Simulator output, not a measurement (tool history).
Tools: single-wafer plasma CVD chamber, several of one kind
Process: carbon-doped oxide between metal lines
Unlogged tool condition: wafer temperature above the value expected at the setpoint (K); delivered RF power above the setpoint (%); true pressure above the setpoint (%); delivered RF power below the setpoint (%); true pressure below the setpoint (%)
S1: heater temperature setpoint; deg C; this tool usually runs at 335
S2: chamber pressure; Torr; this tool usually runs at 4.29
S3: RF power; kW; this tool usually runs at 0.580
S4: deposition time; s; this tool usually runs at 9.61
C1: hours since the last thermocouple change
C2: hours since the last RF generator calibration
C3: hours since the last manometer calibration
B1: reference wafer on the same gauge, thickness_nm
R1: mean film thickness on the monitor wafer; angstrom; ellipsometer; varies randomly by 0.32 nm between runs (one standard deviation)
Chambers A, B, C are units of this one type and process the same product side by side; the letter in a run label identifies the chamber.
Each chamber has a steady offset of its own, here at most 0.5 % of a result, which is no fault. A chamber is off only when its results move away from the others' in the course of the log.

Run 1A, day 0.646: usual settings; C1 702.7; C2 1063.5; C3 1250.3; B1 60.536. Result: R1 559.89 angstrom.
Run 2C, day 1.021: usual settings; C1 284.4; C2 766.1; C3 838.6; B1 60.441. Result: R1 554.54 angstrom.
Run 3B, day 1.538: usual settings; C1 387.3; C2 1426.1; C3 1784.9; B1 60.505. Result: R1 565.73 angstrom.
Run 4A, day 1.883: usual settings; C1 732.4; C2 1093.2; C3 1280.0; B1 60.506. Result: R1 559.53 angstrom.
Run 5C, day 2.433: usual settings; C1 318.3; C2 800.0; C3 872.5; B1 60.507. Result: R1 557.16 angstrom.
Run 6B, day 2.842: usual settings; C1 418.6; C2 1457.4; C3 1816.2; B1 60.554. Result: R1 559.37 angstrom.
Run 7A, day 3.367: usual settings; C1 768.0; C2 1128.8; C3 1315.6; B1 60.522. Result: R1 568.43 angstrom.
Run 8B, day 3.808: usual settings; C1 441.8; C2 1480.6; C3 1839.4; B1 60.473. Result: R1 565.00 angstrom.
Run 9C, day 4.125: usual settings; C1 358.9; C2 840.6; C3 913.1; B1 60.538. Result: R1 557.89 angstrom.
Run 10B, day 4.692: usual settings; C1 463.0; C2 1501.8; C3 1860.6; B1 60.473. Result: R1 561.31 angstrom.
Run 11C, day 5.292: usual settings; C1 386.9; C2 868.6; C3 941.1; B1 60.469. Result: R1 556.41 angstrom.
Run 12A, day 5.796: usual settings but S2 3.53 Torr, S4 8.12 s; C1 826.3; C2 1187.1; C3 1373.9; B1 60.466. Result: R1 466.36 angstrom.
Run 13A, day 6.179: usual settings but S2 3.53 Torr, S4 8.12 s; C1 835.5; C2 1196.3; C3 1383.1; B1 60.395. Result: R1 463.49 angstrom.
Run 14C, day 6.821: usual settings but S2 3.53 Torr, S4 8.12 s; C1 423.6; C2 905.3; C3 977.8; B1 60.528. Result: R1 454.70 angstrom.
At day 7.117: chamber B: RF generator calibrated.
Run 15B, day 7.388: usual settings; C1 527.7; C2 6.5; C3 1925.3; B1 60.558. Result: R1 568.85 angstrom.
Run 16A, day 7.804: usual settings; C1 874.5; C2 1235.3; C3 1422.1; B1 60.586. Result: R1 562.08 angstrom.
Run 17B, day 8.133: usual settings; C1 545.6; C2 24.4; C3 1943.2; B1 60.481. Result: R1 563.51 angstrom.
Run 18C, day 8.596: usual settings; C1 466.2; C2 947.9; C3 1020.4; B1 60.582. Result: R1 546.04 angstrom.
Run 19A, day 9.225: usual settings; C1 908.6; C2 1269.4; C3 1456.2; B1 60.537. Result: R1 568.30 angstrom.
Run 20C, day 9.838: usual settings; C1 496.0; C2 977.7; C3 1050.2; B1 60.538. Result: R1 536.58 angstrom.
Run 21B, day 10.421: usual settings; C1 600.5; C2 79.3; C3 1998.1; B1 60.521. Result: R1 560.64 angstrom.

What goes on in this fleet: one chamber off, a drifting gauge, or nothing beyond the chambers' own small offsets? Name the chamber and the cause, if any.

Chamber C drifts away from the others.
Cause: delivered RF power below the setpoint (%) = 6.47.

Chamber C could run next with any of the 4 candidate recipes listed below; each alters the usual settings, and their results appear as question marks. Which one brings its results back in line with what the other chambers deliver on the usual settings?
In line means no further than this from the other chambers' mean on the usual settings: R1 11.00 angstrom
Run 22C-1, day 10.888: usual settings but S1 340 deg C. Result: R1 ?.
Run 22C-2, day 10.888: usual settings but S1 334 deg C, S3 0.595 kW, S4 9.95 s. Result: R1 ?.
Run 22C-3, day 10.888: usual settings but S1 350 deg C. Result: R1 ?.
Run 22C-4, day 10.888: usual settings but S2 4.30 Torr, S4 9.76 s. Result: R1 ?.

Mean of the other chambers on the usual settings: R1 563.83 angstrom
  run      R1
22C-1  527.58
22C-2  565.54
22C-3  512.16
22C-4  544.66
22C-2 is the one that brings the chamber's results back in line with the other chambers.

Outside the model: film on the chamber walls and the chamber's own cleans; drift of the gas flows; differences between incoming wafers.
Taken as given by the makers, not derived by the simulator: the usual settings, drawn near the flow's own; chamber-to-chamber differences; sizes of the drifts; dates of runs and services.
